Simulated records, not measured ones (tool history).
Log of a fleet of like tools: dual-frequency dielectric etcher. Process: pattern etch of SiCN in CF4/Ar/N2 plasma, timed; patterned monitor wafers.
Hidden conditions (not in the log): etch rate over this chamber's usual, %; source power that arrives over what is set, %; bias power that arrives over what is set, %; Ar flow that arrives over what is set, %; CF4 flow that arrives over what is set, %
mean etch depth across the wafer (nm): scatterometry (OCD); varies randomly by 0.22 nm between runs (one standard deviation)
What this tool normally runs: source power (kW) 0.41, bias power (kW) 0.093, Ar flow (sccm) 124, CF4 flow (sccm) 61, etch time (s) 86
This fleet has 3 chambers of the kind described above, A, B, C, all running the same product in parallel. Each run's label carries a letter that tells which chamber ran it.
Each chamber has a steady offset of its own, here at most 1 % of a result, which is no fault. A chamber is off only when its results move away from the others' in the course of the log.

| run | hour | source power (kW) | bias power (kW) | Ar flow (sccm) | CF4 flow (sccm) | etch time (s) | hours since the last wet clean | hours since the last source power generator calibration | hours since the last bias power generator calibration | hours since the last Ar flow controller change | hours since the last CF4 flow controller change | read-back reference wafer on the same gauge, depth_nm | mean etch depth across the wafer (nm) |
|---|---|---|---|---|---|---|---|---|---|---|---|---|---|
| 1C | 12.6 | 0.41 | 0.093 | 124 | 61 | 86 | 390 | 4242 | 3891.2 | 893.1 | 881.3 | 76.266 | 71.461 |
| 2A | 19.4 | 0.41 | 0.093 | 124 | 61 | 86 | 548.1 | 1263.2 | 110.3 | 1792.8 | 2818.9 | 76.314 | 70.578 |
|  | 22.2 | chamber A: wet clean of the chamber |
| 3B | 25.1 | 0.41 | 0.093 | 124 | 61 | 86 | 360.4 | 3526.8 | 1619.6 | 1550.2 | 1305.4 | 76.312 | 70.659 |
| 4A | 34.2 | 0.41 | 0.093 | 124 | 61 | 86 | 12 | 1278 | 125.1 | 1807.6 | 2833.7 | 76.323 | 70.863 |
| 5C | 46.8 | 0.41 | 0.093 | 124 | 61 | 86 | 424.2 | 4276.2 | 3925.4 | 927.3 | 915.5 | 76.341 | 71.362 |
| 6B | 53.5 | 0.49 | 0.104 | 124 | 61 | 86 | 388.8 | 3555.2 | 1648 | 1578.6 | 1333.8 | 76.377 | 86.683 |
| 7A | 60.8 | 0.49 | 0.104 | 124 | 61 | 86 | 38.6 | 1304.6 | 151.7 | 1834.2 | 2860.3 | 76.271 | 86.268 |
| 8C | 67.9 | 0.49 | 0.104 | 124 | 61 | 86 | 445.3 | 4297.3 | 3946.5 | 948.4 | 936.6 | 76.321 | 87.016 |
| 9B | 79.4 | 0.41 | 0.093 | 124 | 61 | 86 | 414.7 | 3581.1 | 1673.9 | 1604.5 | 1359.7 | 76.322 | 70.849 |
| 10C | 86.8 | 0.41 | 0.093 | 124 | 61 | 86 | 464.2 | 4316.2 | 3965.4 | 967.3 | 955.5 | 76.274 | 70.773 |
| 11A | 98.3 | 0.41 | 0.093 | 124 | 61 | 86 | 76.1 | 1342.1 | 189.2 | 1871.7 | 2897.8 | 76.28 | 70.598 |
| 12B | 104.1 | 0.41 | 0.093 | 124 | 61 | 86 | 439.4 | 3605.8 | 1698.6 | 1629.2 | 1384.4 | 76.299 | 70.628 |
| 13B | 112.9 | 0.41 | 0.093 | 124 | 61 | 86 | 448.2 | 3614.6 | 1707.4 | 1638 | 1393.2 | 76.263 | 70.962 |
| 14A | 122.8 | 0.41 | 0.093 | 97 | 61 | 86 | 100.6 | 1366.6 | 213.7 | 1896.2 | 2922.3 | 76.305 | 73.224 |
| 15C | 132.9 | 0.41 | 0.093 | 97 | 61 | 86 | 510.3 | 4362.3 | 4011.5 | 1013.4 | 1001.6 | 76.315 | 73.379 |
|  | 141.3 | chamber B: bias power generator calibrated |
| 16C | 144.3 | 0.41 | 0.093 | 97 | 61 | 86 | 521.7 | 4373.7 | 4022.9 | 1024.8 | 1013 | 76.32 | 73.484 |
| 17A | 152.5 | 0.41 | 0.093 | 124 | 61 | 86 | 130.3 | 1396.3 | 243.4 | 1925.9 | 2952 | 76.281 | 70.692 |
| 18B | 161.3 | 0.41 | 0.093 | 124 | 61 | 86 | 496.6 | 3663 | 20 | 1686.4 | 1441.6 | 76.31 | 71.016 |
| 19C | 171.6 | 0.41 | 0.093 | 124 | 61 | 86 | 549 | 4401 | 4050.2 | 1052.1 | 1040.3 | 76.3 | 71.143 |
| 20B | 177.9 | 0.41 | 0.093 | 124 | 61 | 86 | 513.2 | 3679.6 | 36.6 | 1703 | 1458.2 | 76.256 | 70.686 |
| 21A | 185.4 | 0.41 | 0.093 | 124 | 61 | 86 | 163.2 | 1429.2 | 276.3 | 1958.8 | 2984.9 | 76.253 | 70.797 |
|  | 189 | chamber B: wet clean of the chamber |
| 22B | 194 | 0.41 | 0.093 | 124 | 61 | 86 | 5.1 | 3695.7 | 52.7 | 1719.1 | 1474.3 | 76.273 | 72.918 |
| 23A | 200.5 | 0.36 | 0.093 | 124 | 61 | 86 | 178.3 | 1444.3 | 291.4 | 1973.9 | 3000 | 76.259 | 63.681 |
|  | 201.1 | chamber C: wet clean of the chamber |
| 24C | 206.7 | 0.36 | 0.093 | 124 | 61 | 86 | 5.6 | 4436.1 | 4085.3 | 1087.2 | 1075.4 | 76.261 | 63.436 |
| 25A | 218.6 | 0.36 | 0.093 | 124 | 61 | 86 | 196.4 | 1462.4 | 309.5 | 1992 | 3018.1 | 76.353 | 63.044 |
| 26B | 224.6 | 0.36 | 0.093 | 112 | 61 | 86 | 35.7 | 3726.3 | 83.3 | 1749.7 | 1504.9 | 76.302 | 65.875 |
| 27C | 232.3 | 0.36 | 0.093 | 112 | 61 | 86 | 31.2 | 4461.7 | 4110.9 | 1112.8 | 1101 | 76.32 | 64.331 |
| 28C | 242.3 | 0.36 | 0.093 | 112 | 61 | 86 | 41.2 | 4471.7 | 4120.9 | 1122.8 | 1111 | 76.3 | 64.276 |
| 29B | 250.1 | 0.41 | 0.093 | 124 | 61 | 86 | 61.2 | 3751.8 | 108.8 | 1775.2 | 1530.4 | 76.281 | 73.13 |
| 30A | 260.6 | 0.41 | 0.093 | 124 | 61 | 86 | 238.4 | 1504.4 | 351.5 | 2034 | 3060.1 | 76.251 | 70.648 |
| 31A | 266.4 | 0.41 | 0.093 | 124 | 61 | 86 | 244.2 | 1510.2 | 357.3 | 2039.8 | 3065.9 | 76.33 | 70.803 |
| 32C | 272 | 0.41 | 0.093 | 124 | 71 | 102 | 70.9 | 4501.4 | 4150.6 | 1152.5 | 1140.7 | 76.37 | 86.522 |
| 33B | 279.8 | 0.41 | 0.093 | 124 | 71 | 102 | 90.9 | 3781.5 | 138.5 | 1804.9 | 1560.1 | 76.357 | 87.783 |
| 34B | 288.5 | 0.41 | 0.093 | 124 | 71 | 102 | 99.6 | 3790.2 | 147.2 | 1813.6 | 1568.8 | 76.277 | 88.358 |
| 35A | 297 | 0.41 | 0.093 | 124 | 61 | 86 | 274.8 | 1540.8 | 387.9 | 2070.4 | 3096.5 | 76.324 | 70.494 |
| 36C | 308 | 0.41 | 0.093 | 124 | 61 | 86 | 106.9 | 4537.4 | 4186.6 | 1188.5 | 1176.7 | 76.311 | 71.246 |
|  | 310.9 | chamber C: source power generator calibrated |
| 37B | 316.9 | 0.41 | 0.093 | 124 | 61 | 86 | 128 | 3818.6 | 175.6 | 1842 | 1597.2 | 76.362 | 73.055 |
| 38A | 323.4 | 0.41 | 0.093 | 124 | 61 | 86 | 301.2 | 1567.2 | 414.3 | 2096.8 | 3122.9 | 76.342 | 71.046 |
| 39C | 331.3 | 0.41 | 0.093 | 124 | 61 | 86 | 130.2 | 20.5 | 4209.9 | 1211.8 | 1200 | 76.3 | 70.92 |
| 40C | 338.4 | 0.41 | 0.073 | 124 | 61 | 86 | 137.3 | 27.6 | 4217 | 1218.9 | 1207.1 | 76.246 | 64.916 |
| 41A | 349.4 | 0.41 | 0.073 | 124 | 61 | 86 | 327.2 | 1593.2 | 440.3 | 2122.8 | 3148.9 | 76.294 | 64.787 |
| 42B | 357 | 0.41 | 0.073 | 124 | 61 | 86 | 168.1 | 3858.7 | 215.7 | 1882.1 | 1637.3 | 76.266 | 66.727 |
| 43A | 369.3 | 0.41 | 0.093 | 124 | 61 | 86 | 347.1 | 1613.1 | 460.2 | 2142.7 | 3168.8 | 76.213 | 70.732 |

What goes on in this fleet: one chamber off, a drifting gauge, or nothing beyond the chambers' own small offsets? Name the chamber and the cause, if any.

The work done on chamber B during a service left it standing apart from the others.
Most likely cause: etch rate over this chamber's usual, % = 2.9.

Chamber B could run next with any of the 4 candidate recipes listed below; each alters the usual settings, and their results appear as question marks. Which one brings its results back in line with what the other chambers deliver on the usual settings?
A result is in line if it is within this distance of the other chambers' mean on the usual settings: mean etch depth across the wafer (nm) 0.75
| 44B-1 | 378.3 | 0.41 | 0.093 | 124 | 61 | 85 |  |  |  |  |  |  | ? |
| 44B-2 | 378.3 | 0.41 | 0.092 | 124 | 61 | 84 |  |  |  |  |  |  | ? |
| 44B-3 | 378.3 | 0.41 | 0.093 | 124 | 61 | 87 |  |  |  |  |  |  | ? |
| 44B-4 | 378.3 | 0.41 | 0.093 | 124 | 73 | 86 |  |  |  |  |  |  | ? |

What the other chambers average on the usual settings: mean etch depth across the wafer (nm) 70.893
| run | mean etch depth across the wafer (nm) |
|---|---|
| 44B-1 | 72.086 |
| 44B-2 | 70.946 |
| 44B-3 | 73.782 |
| 44B-4 | 74.841 |
44B-2 puts the chamber back in line with the other chambers.
